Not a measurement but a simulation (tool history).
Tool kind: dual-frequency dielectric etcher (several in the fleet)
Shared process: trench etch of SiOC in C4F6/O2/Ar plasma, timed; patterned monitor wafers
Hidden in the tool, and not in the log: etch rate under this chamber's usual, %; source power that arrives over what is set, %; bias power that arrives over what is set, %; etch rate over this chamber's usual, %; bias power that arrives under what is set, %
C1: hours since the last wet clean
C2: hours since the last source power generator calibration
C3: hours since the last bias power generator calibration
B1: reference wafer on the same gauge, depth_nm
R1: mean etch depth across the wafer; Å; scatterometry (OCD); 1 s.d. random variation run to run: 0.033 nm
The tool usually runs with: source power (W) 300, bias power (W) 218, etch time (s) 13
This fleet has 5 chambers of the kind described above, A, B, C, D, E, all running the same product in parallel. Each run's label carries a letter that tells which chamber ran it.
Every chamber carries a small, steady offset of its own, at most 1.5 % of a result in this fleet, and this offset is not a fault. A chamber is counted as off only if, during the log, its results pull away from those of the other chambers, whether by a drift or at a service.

run 1D hour=5.8 | source_power_(W)=300 bias_power_(W)=218 etch_time_(s)=13 | C1=292.6 C2=3088.3 C3=513.8 | B1=21.006 | R1=257.65
run 2A hour=10.5 | source_power_(W)=300 bias_power_(W)=218 etch_time_(s)=13 | C1=11.0 C2=1283.4 C3=2982.0 | B1=21.014 | R1=257.06
run 3B hour=15.1 | source_power_(W)=300 bias_power_(W)=218 etch_time_(s)=13 | C1=252.3 C2=741.9 C3=1332.6 | B1=21.014 | R1=256.58
run 4C hour=22.5 | source_power_(W)=300 bias_power_(W)=218 etch_time_(s)=13 | C1=175.7 C2=1017.2 C3=1229.5 | B1=21.008 | R1=255.22
run 5E hour=27.3 | source_power_(W)=300 bias_power_(W)=218 etch_time_(s)=13 | C1=434.3 C2=2539.5 C3=4009.0 | B1=21.018 | R1=257.13
run 6B hour=32.1 | source_power_(W)=300 bias_power_(W)=218 etch_time_(s)=13 | C1=269.3 C2=758.9 C3=1349.6 | B1=21.018 | R1=257.00
run 7D hour=37.3 | source_power_(W)=300 bias_power_(W)=218 etch_time_(s)=13 | C1=324.1 C2=3119.8 C3=545.3 | B1=21.022 | R1=257.84
run 8A hour=44.9 | source_power_(W)=300 bias_power_(W)=218 etch_time_(s)=13 | C1=45.4 C2=1317.8 C3=3016.4 | B1=21.017 | R1=258.53
run 9C hour=52.1 | source_power_(W)=300 bias_power_(W)=218 etch_time_(s)=13 | C1=205.3 C2=1046.8 C3=1259.1 | B1=21.028 | R1=254.76
run 10E hour=59.4 | source_power_(W)=300 bias_power_(W)=218 etch_time_(s)=13 | C1=466.4 C2=2571.6 C3=4041.1 | B1=21.026 | R1=256.97
run 11A hour=65.8 | source_power_(W)=300 bias_power_(W)=218 etch_time_(s)=13 | C1=66.3 C2=1338.7 C3=3037.3 | B1=21.039 | R1=258.25
run 12E hour=72.5 | source_power_(W)=300 bias_power_(W)=218 etch_time_(s)=13 | C1=479.5 C2=2584.7 C3=4054.2 | B1=21.033 | R1=257.24
run 13C hour=77.7 | source_power_(W)=300 bias_power_(W)=218 etch_time_(s)=13 | C1=230.9 C2=1072.4 C3=1284.7 | B1=21.043 | R1=254.90
run 14B hour=83.2 | source_power_(W)=300 bias_power_(W)=218 etch_time_(s)=13 | C1=320.4 C2=810.0 C3=1400.7 | B1=21.045 | R1=257.21
run 15D hour=87.5 | source_power_(W)=300 bias_power_(W)=218 etch_time_(s)=13 | C1=374.3 C2=3170.0 C3=595.5 | B1=21.045 | R1=258.49
run 16C hour=92.9 | source_power_(W)=300 bias_power_(W)=218 etch_time_(s)=13 | C1=246.1 C2=1087.6 C3=1299.9 | B1=21.050 | R1=254.83
run 17A hour=97.6 | source_power_(W)=300 bias_power_(W)=218 etch_time_(s)=13 | C1=98.1 C2=1370.5 C3=3069.1 | B1=21.051 | R1=258.24
-- hour=99.7 chamber E: wet clean of the chamber
-- hour=103.3 chamber E: source power generator calibrated
run 18B hour=105.2 | source_power_(W)=300 bias_power_(W)=218 etch_time_(s)=13 | C1=342.4 C2=832.0 C3=1422.7 | B1=21.060 | R1=256.91
run 19E hour=112.9 | source_power_(W)=300 bias_power_(W)=218 etch_time_(s)=13 | C1=13.3 C2=9.6 C3=4094.6 | B1=21.056 | R1=256.57
run 20D hour=118.6 | source_power_(W)=300 bias_power_(W)=218 etch_time_(s)=13 | C1=405.4 C2=3201.1 C3=626.6 | B1=21.062 | R1=258.50
run 21C hour=122.7 | source_power_(W)=300 bias_power_(W)=218 etch_time_(s)=13 | C1=275.9 C2=1117.4 C3=1329.7 | B1=21.061 | R1=255.49
run 22A hour=129.4 | source_power_(W)=300 bias_power_(W)=218 etch_time_(s)=13 | C1=129.9 C2=1402.3 C3=3100.9 | B1=21.061 | R1=258.03
run 23E hour=133.1 | source_power_(W)=300 bias_power_(W)=218 etch_time_(s)=13 | C1=33.5 C2=29.8 C3=4114.8 | B1=21.068 | R1=257.20
run 24D hour=136.6 | source_power_(W)=300 bias_power_(W)=218 etch_time_(s)=13 | C1=423.4 C2=3219.1 C3=644.6 | B1=21.074 | R1=258.53
run 25B hour=144.0 | source_power_(W)=300 bias_power_(W)=218 etch_time_(s)=13 | C1=381.2 C2=870.8 C3=1461.5 | B1=21.073 | R1=257.18
run 26A hour=147.9 | source_power_(W)=300 bias_power_(W)=218 etch_time_(s)=13 | C1=148.4 C2=1420.8 C3=3119.4 | B1=21.069 | R1=258.39
-- hour=151.3 chamber B: wet clean of the chamber
run 27E hour=153.2 | source_power_(W)=300 bias_power_(W)=218 etch_time_(s)=13 | C1=53.6 C2=49.9 C3=4134.9 | B1=21.084 | R1=256.94
run 28D hour=161.0 | source_power_(W)=300 bias_power_(W)=218 etch_time_(s)=13 | C1=447.8 C2=3243.5 C3=669.0 | B1=21.089 | R1=258.77
run 29C hour=164.7 | source_power_(W)=300 bias_power_(W)=218 etch_time_(s)=13 | C1=317.9 C2=1159.4 C3=1371.7 | B1=21.085 | R1=255.76
run 30B hour=170.1 | source_power_(W)=300 bias_power_(W)=218 etch_time_(s)=13 | C1=18.9 C2=896.9 C3=1487.6 | B1=21.087 | R1=257.78
run 31D hour=177.8 | source_power_(W)=300 bias_power_(W)=218 etch_time_(s)=13 | C1=464.6 C2=3260.3 C3=685.8 | B1=21.091 | R1=258.90
run 32A hour=185.6 | source_power_(W)=300 bias_power_(W)=218 etch_time_(s)=13 | C1=186.1 C2=1458.5 C3=3157.1 | B1=21.098 | R1=258.49
run 33E hour=189.3 | source_power_(W)=260 bias_power_(W)=178 etch_time_(s)=13 | C1=89.7 C2=86.0 C3=4171.0 | B1=21.098 | R1=227.72
run 34C hour=195.1 | source_power_(W)=260 bias_power_(W)=178 etch_time_(s)=13 | C1=348.3 C2=1189.8 C3=1402.1 | B1=21.106 | R1=226.07
run 35B hour=200.4 | source_power_(W)=260 bias_power_(W)=178 etch_time_(s)=13 | C1=49.2 C2=927.2 C3=1517.9 | B1=21.103 | R1=228.33
run 36A hour=204.1 | source_power_(W)=260 bias_power_(W)=178 etch_time_(s)=13 | C1=204.6 C2=1477.0 C3=3175.6 | B1=21.109 | R1=229.94

Is one chamber out of step, is the gauge drifting, or do the chambers differ by no more than their own small offsets? For an off chamber, give its letter and the likeliest cause.

The shared gauge is drifting. All chambers look as if they move in step, but none is off.
What lies behind it: gauge reads high (%) = 0.523.

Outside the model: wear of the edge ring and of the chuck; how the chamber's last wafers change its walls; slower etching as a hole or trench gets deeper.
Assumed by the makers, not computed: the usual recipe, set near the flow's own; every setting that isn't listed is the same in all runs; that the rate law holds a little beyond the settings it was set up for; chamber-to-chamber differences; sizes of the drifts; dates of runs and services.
